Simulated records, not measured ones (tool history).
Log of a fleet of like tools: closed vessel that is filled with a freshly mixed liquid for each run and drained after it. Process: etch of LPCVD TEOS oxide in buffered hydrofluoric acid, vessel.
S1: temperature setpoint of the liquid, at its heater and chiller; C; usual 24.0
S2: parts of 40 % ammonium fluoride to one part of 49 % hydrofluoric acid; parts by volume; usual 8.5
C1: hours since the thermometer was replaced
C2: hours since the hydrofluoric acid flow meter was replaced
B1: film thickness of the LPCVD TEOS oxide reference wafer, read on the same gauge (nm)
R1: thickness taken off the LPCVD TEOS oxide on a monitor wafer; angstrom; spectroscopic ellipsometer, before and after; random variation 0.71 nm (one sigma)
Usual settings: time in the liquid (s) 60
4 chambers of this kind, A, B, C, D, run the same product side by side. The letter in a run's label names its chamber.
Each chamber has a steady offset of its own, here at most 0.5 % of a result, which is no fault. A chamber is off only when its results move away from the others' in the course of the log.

run 1D hour=7.3 | S1=24.0 S2=8.5 time_in_the_liquid_(s)=60 | C1=1337.8 C2=947.1 | B1=70.006 | R1=1591.5
run 2C hour=14.1 | S1=24.0 S2=8.5 time_in_the_liquid_(s)=60 | C1=573.6 C2=739.6 | B1=70.003 | R1=1581.2
run 3A hour=23.1 | S1=24.0 S2=8.5 time_in_the_liquid_(s)=60 | C1=812.2 C2=1388.9 | B1=69.993 | R1=1588.2
run 4B hour=31.4 | S1=24.0 S2=8.5 time_in_the_liquid_(s)=60 | C1=570.8 C2=961.0 | B1=70.003 | R1=1582.2
run 5D hour=42.8 | S1=24.0 S2=8.5 time_in_the_liquid_(s)=60 | C1=1373.3 C2=982.6 | B1=69.983 | R1=1591.2
run 6A hour=49.3 | S1=24.0 S2=8.5 time_in_the_liquid_(s)=60 | C1=838.4 C2=1415.1 | B1=69.994 | R1=1596.0
run 7B hour=60.4 | S1=24.0 S2=8.5 time_in_the_liquid_(s)=60 | C1=599.8 C2=990.0 | B1=69.997 | R1=1575.8
run 8C hour=69.1 | S1=24.0 S2=8.5 time_in_the_liquid_(s)=60 | C1=628.6 C2=794.6 | B1=70.007 | R1=1579.7
run 9B hour=74.5 | S1=24.0 S2=8.5 time_in_the_liquid_(s)=60 | C1=613.9 C2=1004.1 | B1=70.009 | R1=1580.1
run 10C hour=85.0 | S1=24.0 S2=8.5 time_in_the_liquid_(s)=60 | C1=644.5 C2=810.5 | B1=70.001 | R1=1568.1
run 11D hour=95.9 | S1=24.0 S2=9.5 time_in_the_liquid_(s)=60 | C1=1426.4 C2=1035.7 | B1=69.986 | R1=1442.3
run 12A hour=101.8 | S1=24.0 S2=9.5 time_in_the_liquid_(s)=60 | C1=890.9 C2=1467.6 | B1=69.994 | R1=1436.1
-- hour=105.9 chamber D: thermometer replaced
run 13C hour=111.4 | S1=24.0 S2=9.5 time_in_the_liquid_(s)=60 | C1=670.9 C2=836.9 | B1=69.986 | R1=1435.0
run 14D hour=117.6 | S1=24.0 S2=9.5 time_in_the_liquid_(s)=60 | C1=11.8 C2=1057.4 | B1=70.011 | R1=1441.8
run 15B hour=125.6 | S1=19.5 S2=10.0 time_in_the_liquid_(s)=60 | C1=665.0 C2=1055.2 | B1=69.999 | R1=1084.0
run 16A hour=134.8 | S1=19.5 S2=10.0 time_in_the_liquid_(s)=60 | C1=923.9 C2=1500.6 | B1=70.010 | R1=1091.3
run 17D hour=145.9 | S1=19.5 S2=10.0 time_in_the_liquid_(s)=60 | C1=40.1 C2=1085.7 | B1=69.997 | R1=1076.6
run 18C hour=156.6 | S1=19.5 S2=10.0 time_in_the_liquid_(s)=60 | C1=716.1 C2=882.1 | B1=70.002 | R1=1085.2
run 19B hour=167.4 | S1=24.0 S2=8.5 time_in_the_liquid_(s)=60 | C1=706.8 C2=1097.0 | B1=70.004 | R1=1588.9
run 20A hour=179.5 | S1=24.0 S2=8.5 time_in_the_liquid_(s)=60 | C1=968.6 C2=1545.3 | B1=70.026 | R1=1590.1
run 21C hour=190.7 | S1=24.0 S2=8.5 time_in_the_liquid_(s)=60 | C1=750.2 C2=916.2 | B1=69.982 | R1=1568.9
run 22D hour=197.3 | S1=24.0 S2=8.5 time_in_the_liquid_(s)=60 | C1=91.5 C2=1137.1 | B1=70.008 | R1=1594.3
run 23A hour=209.3 | S1=24.0 S2=8.5 time_in_the_liquid_(s)=60 | C1=998.4 C2=1575.1 | B1=70.037 | R1=1577.8
run 24B hour=217.1 | S1=24.0 S2=8.5 time_in_the_liquid_(s)=60 | C1=756.5 C2=1146.7 | B1=69.983 | R1=1581.5

All 4 chambers run these settings next. Forecast each chamber's results:
run 25A hour=226.1 | S1=25.5 S2=8.5 time_in_the_liquid_(s)=60 | R1=?
run 25B hour=226.1 | S1=25.5 S2=8.5 time_in_the_liquid_(s)=60 | R1=?
run 25C hour=226.1 | S1=25.5 S2=8.5 time_in_the_liquid_(s)=60 | R1=?
run 25D hour=226.1 | S1=25.5 S2=8.5 time_in_the_liquid_(s)=60 | R1=?

run=25A R1=1733.2
run=25B R1=1721.4
run=25C R1=1715.3
run=25D R1=1717.4
